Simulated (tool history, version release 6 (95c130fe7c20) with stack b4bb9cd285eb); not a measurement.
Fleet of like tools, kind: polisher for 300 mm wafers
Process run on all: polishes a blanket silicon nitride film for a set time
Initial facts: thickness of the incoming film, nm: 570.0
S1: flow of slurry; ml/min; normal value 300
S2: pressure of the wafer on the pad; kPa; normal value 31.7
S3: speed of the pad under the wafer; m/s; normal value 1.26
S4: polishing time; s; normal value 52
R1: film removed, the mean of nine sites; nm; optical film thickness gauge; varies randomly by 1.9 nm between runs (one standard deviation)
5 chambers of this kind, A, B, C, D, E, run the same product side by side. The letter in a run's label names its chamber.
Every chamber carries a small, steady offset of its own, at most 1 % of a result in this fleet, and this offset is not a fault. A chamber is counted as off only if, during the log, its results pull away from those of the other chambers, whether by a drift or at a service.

{"hour": 0.1, "done": "chamber A: worn pad replaced by a new one"}
{"hour": 4.0, "done": "chamber B: worn pad replaced by a new one"}
{"run": "1D", "hour": 6.4, "S1": 300, "S2": 31.7, "S3": 1.26, "S4": 52, "R1": 150.48}
{"run": "2C", "hour": 16.0, "S1": 300, "S2": 31.7, "S3": 1.26, "S4": 52, "R1": 150.97}
{"run": "3A", "hour": 24.4, "S1": 300, "S2": 31.7, "S3": 1.26, "S4": 52, "R1": 145.57}
{"hour": 30.9, "done": "chamber E: slurry nozzle cleaned"}
{"run": "4E", "hour": 34.9, "S1": 300, "S2": 31.7, "S3": 1.26, "S4": 52, "R1": 150.37}
{"hour": 37.3, "done": "chamber E: worn pad replaced by a new one"}
{"hour": 38.5, "done": "chamber C: worn pad replaced by a new one"}
{"hour": 41.7, "done": "chamber D: worn pad replaced by a new one"}
{"run": "5B", "hour": 46.0, "S1": 385, "S2": 31.7, "S3": 1.26, "S4": 52, "R1": 153.03}
{"run": "6E", "hour": 56.4, "S1": 385, "S2": 31.7, "S3": 1.26, "S4": 52, "R1": 153.78}
{"run": "7D", "hour": 62.6, "S1": 385, "S2": 31.7, "S3": 1.26, "S4": 52, "R1": 153.92}
{"hour": 69.6, "done": "chamber A: worn pad replaced by a new one"}
{"run": "8A", "hour": 75.0, "S1": 385, "S2": 31.7, "S3": 1.26, "S4": 52, "R1": 156.67}
{"hour": 78.7, "done": "chamber B: worn pad replaced by a new one"}
{"run": "9B", "hour": 87.8, "S1": 385, "S2": 31.7, "S3": 1.26, "S4": 52, "R1": 149.37}
{"run": "10C", "hour": 96.3, "S1": 300, "S2": 31.7, "S3": 1.26, "S4": 52, "R1": 146.94}
{"run": "11B", "hour": 102.9, "S1": 300, "S2": 31.7, "S3": 1.26, "S4": 52, "R1": 149.61}
{"hour": 103.6, "done": "chamber C: worn pad replaced by a new one"}
{"hour": 107.8, "done": "chamber D: worn pad replaced by a new one"}
{"hour": 112.3, "done": "chamber E: worn pad replaced by a new one"}
{"run": "12D", "hour": 113.6, "S1": 300, "S2": 31.7, "S3": 1.26, "S4": 52, "R1": 151.39}
{"run": "13C", "hour": 122.1, "S1": 300, "S2": 31.7, "S3": 1.26, "S4": 52, "R1": 151.21}
{"run": "14E", "hour": 127.9, "S1": 300, "S2": 31.7, "S3": 1.26, "S4": 52, "R1": 149.75}
{"run": "15A", "hour": 140.2, "S1": 300, "S2": 31.7, "S3": 1.26, "S4": 52, "R1": 149.85}
{"hour": 142.4, "done": "chamber B: worn pad replaced by a new one"}
{"hour": 143.3, "done": "chamber A: worn pad replaced by a new one"}
{"run": "16B", "hour": 149.6, "S1": 300, "S2": 31.7, "S3": 1.26, "S4": 52, "R1": 152.16}
{"run": "17C", "hour": 156.0, "S1": 300, "S2": 31.7, "S3": 1.26, "S4": 52, "R1": 154.15}
{"run": "18D", "hour": 163.4, "S1": 300, "S2": 31.7, "S3": 1.26, "S4": 52, "R1": 149.01}
{"hour": 166.7, "done": "chamber C: worn pad replaced by a new one"}
{"hour": 168.0, "done": "chamber A: head pressure recalibrated"}
{"run": "19E", "hour": 174.5, "S1": 300, "S2": 31.7, "S3": 1.26, "S4": 52, "R1": 152.9}
{"hour": 178.1, "done": "chamber D: slurry nozzle cleaned"}
{"run": "20A", "hour": 183.2, "S1": 300, "S2": 31.7, "S3": 1.26, "S4": 52, "R1": 138.2}
{"hour": 183.7, "done": "chamber D: worn pad replaced by a new one"}
{"hour": 186.6, "done": "chamber E: worn pad replaced by a new one"}
{"run": "21A", "hour": 192.4, "S1": 300, "S2": 31.7, "S3": 1.26, "S4": 52, "R1": 139.68}
{"run": "22D", "hour": 201.3, "S1": 300, "S2": 31.7, "S3": 1.26, "S4": 52, "R1": 152.53}
{"hour": 208.5, "done": "chamber A: worn pad replaced by a new one"}
{"run": "23C", "hour": 212.4, "S1": 300, "S2": 31.7, "S3": 1.26, "S4": 52, "R1": 151.88}
{"hour": 219.4, "done": "chamber B: worn pad replaced by a new one"}
{"run": "24B", "hour": 219.4, "S1": 300, "S2": 31.7, "S3": 1.26, "S4": 52, "R1": 147.76}
{"hour": 224.2, "done": "chamber B: head pressure recalibrated"}
{"run": "25E", "hour": 227.6, "S1": 300, "S2": 31.7, "S3": 1.02, "S4": 52, "R1": 125.43}
{"hour": 231.1, "done": "chamber C: worn pad replaced by a new one"}
{"run": "26D", "hour": 233.7, "S1": 300, "S2": 31.7, "S3": 1.02, "S4": 52, "R1": 128.79}
{"run": "27B", "hour": 239.8, "S1": 300, "S2": 31.7, "S3": 1.02, "S4": 52, "R1": 127.75}
{"hour": 242.9, "done": "chamber D: worn pad replaced by a new one"}
{"run": "28C", "hour": 252.2, "S1": 300, "S2": 31.7, "S3": 1.02, "S4": 52, "R1": 124.77}
{"hour": 252.6, "done": "chamber E: worn pad replaced by a new one"}
{"hour": 255.4, "done": "chamber A: slurry nozzle cleaned"}
{"run": "29E", "hour": 262.0, "S1": 300, "S2": 31.7, "S3": 1.02, "S4": 52, "R1": 127.14}
{"run": "30A", "hour": 272.3, "S1": 300, "S2": 31.7, "S3": 1.26, "S4": 52, "R1": 142.57}
{"run": "31B", "hour": 278.0, "S1": 300, "S2": 31.7, "S3": 1.26, "S4": 52, "R1": 148.39}
{"hour": 283.7, "done": "chamber A: worn pad replaced by a new one"}
{"run": "32A", "hour": 285.8, "S1": 300, "S2": 31.7, "S3": 1.26, "S4": 52, "R1": 137.58}
{"hour": 288.4, "done": "chamber B: worn pad replaced by a new one"}
{"run": "33D", "hour": 295.0, "S1": 300, "S2": 31.7, "S3": 1.26, "S4": 52, "R1": 152.84}
{"run": "34C", "hour": 306.6, "S1": 300, "S2": 31.7, "S3": 1.26, "S4": 52, "R1": 150.09}
{"run": "35E", "hour": 313.4, "S1": 300, "S2": 31.7, "S3": 1.26, "S4": 52, "R1": 151.37}
{"hour": 315.0, "done": "chamber C: worn pad replaced by a new one"}
{"run": "36B", "hour": 326.0, "S1": 300, "S2": 31.7, "S3": 1.26, "S4": 52, "R1": 151.92}
{"run": "37C", "hour": 335.4, "S1": 300, "S2": 31.7, "S3": 0.92, "S4": 52, "R1": 120.79}

Is one chamber out of step, is the gauge drifting, or do the chambers differ by no more than their own small offsets? For an off chamber, give its letter and the likeliest cause.

A service on chamber A put it out of line with the rest.
Cause: head's pressure below its setpoint, % = 6.84.

Chamber A could run next with any of the 4 candidate recipes listed below; each alters the usual settings, and their results appear as question marks. Which one brings its results back in line with what the other chambers deliver on the usual settings?
Allowed miss from the other chambers' usual-settings mean, per result, to count as in line: R1 6.70 nm
{"run": "38A-1", "hour": 344.7, "S1": 300, "S2": 31.7, "S3": 1.22, "S4": 50, "R1": "?"}
{"run": "38A-2", "hour": 344.7, "S1": 300, "S2": 29.0, "S3": 1.18, "S4": 52, "R1": "?"}
{"run": "38A-3", "hour": 344.7, "S1": 300, "S2": 31.7, "S3": 1.36, "S4": 52, "R1": "?"}
{"run": "38A-4", "hour": 344.7, "S1": 300, "S2": 33.8, "S3": 1.32, "S4": 55, "R1": "?"}

Usual-settings mean across the other chambers: R1 150.37 nm
run=38A-1 R1=131.48
run=38A-2 R1=121.48
run=38A-3 R1=149.35
run=38A-4 R1=164.28
The right change is 38A-3: it brings the chamber back within the allowed miss of the others.
